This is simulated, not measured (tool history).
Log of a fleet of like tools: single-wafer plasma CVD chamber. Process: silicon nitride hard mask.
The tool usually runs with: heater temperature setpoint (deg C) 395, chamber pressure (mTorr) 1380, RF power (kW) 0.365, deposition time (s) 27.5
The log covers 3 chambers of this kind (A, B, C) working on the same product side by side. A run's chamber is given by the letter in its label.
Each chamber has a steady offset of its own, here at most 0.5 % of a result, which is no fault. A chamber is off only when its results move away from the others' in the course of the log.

run,hour,heater temperature setpoint (deg C),chamber pressure (mTorr),RF power (kW),deposition time (s),"read-back reference wafer on the same gauge, thickness_nm",mean film thickness on the monitor wafer (Å)
1B,4.4,395,1380,0.365,27.5,40.404,344.58
2C,7.9,395,1380,0.365,27.5,40.418,345.54
3A,13.3,395,1380,0.365,27.5,40.409,347.1
4C,20,395,1380,0.365,27.5,40.418,345.21
5A,27,395,1380,0.365,27.5,40.423,346.2
6B,33.2,395,1380,0.365,27.5,40.419,345.38
7C,38.8,406,1380,0.365,24.3,40.441,304.17
8B,46.5,406,1380,0.365,24.3,40.445,303.69
9A,51.6,406,1380,0.365,24.3,40.447,305.67
10C,59,395,1380,0.365,27.5,40.447,345.24
11B,63.7,395,1380,0.365,27.5,40.461,344.94
12A,70.2,395,1380,0.365,27.5,40.468,346.85
13B,74.9,395,1380,0.365,27.5,40.47,345.27
14A,81.6,395,1380,0.365,27.5,40.471,347.17
15C,86.7,395,1380,0.365,27.5,40.478,346.01
16B,93.8,395,1380,0.365,27.5,40.487,345.42
17A,99.1,395,1380,0.365,27.5,40.498,346.85
18C,104.3,395,1380,0.365,27.5,40.505,345.7
19C,110,395,1380,0.365,27.5,40.499,346.27
20B,117.5,395,1380,0.365,27.5,40.509,345.91
21A,123,395,1380,0.365,27.5,40.512,347.03
22C,130.8,395,1380,0.365,27.5,40.514,346.35
23A,134.9,395,1380,0.365,27.5,40.531,347.01
24B,139.9,395,1380,0.365,27.5,40.539,346.35
25B,147.6,395,1380,0.365,27.5,40.533,345.86
26C,155.7,395,1600,0.365,27.5,40.543,361.83
27A,159.8,395,1600,0.365,27.5,40.556,361.78
28B,166.9,395,1600,0.365,27.5,40.549,362.42
29A,173.1,395,1380,0.365,27.5,40.555,347.55
30C,177.6,395,1380,0.365,27.5,40.55,347.29
31A,182.9,395,1380,0.365,27.5,40.58,347.58

The same settings go to every chamber for the next run, one line per chamber below. Forecast the results for each:
32A,188.7,395,1380,0.365,27.5,,?
32B,188.7,395,1380,0.365,27.5,,?
32C,188.7,395,1380,0.365,27.5,,?

run,mean film thickness on the monitor wafer (Å)
32A,347.8
32B,346.76
32C,346.7
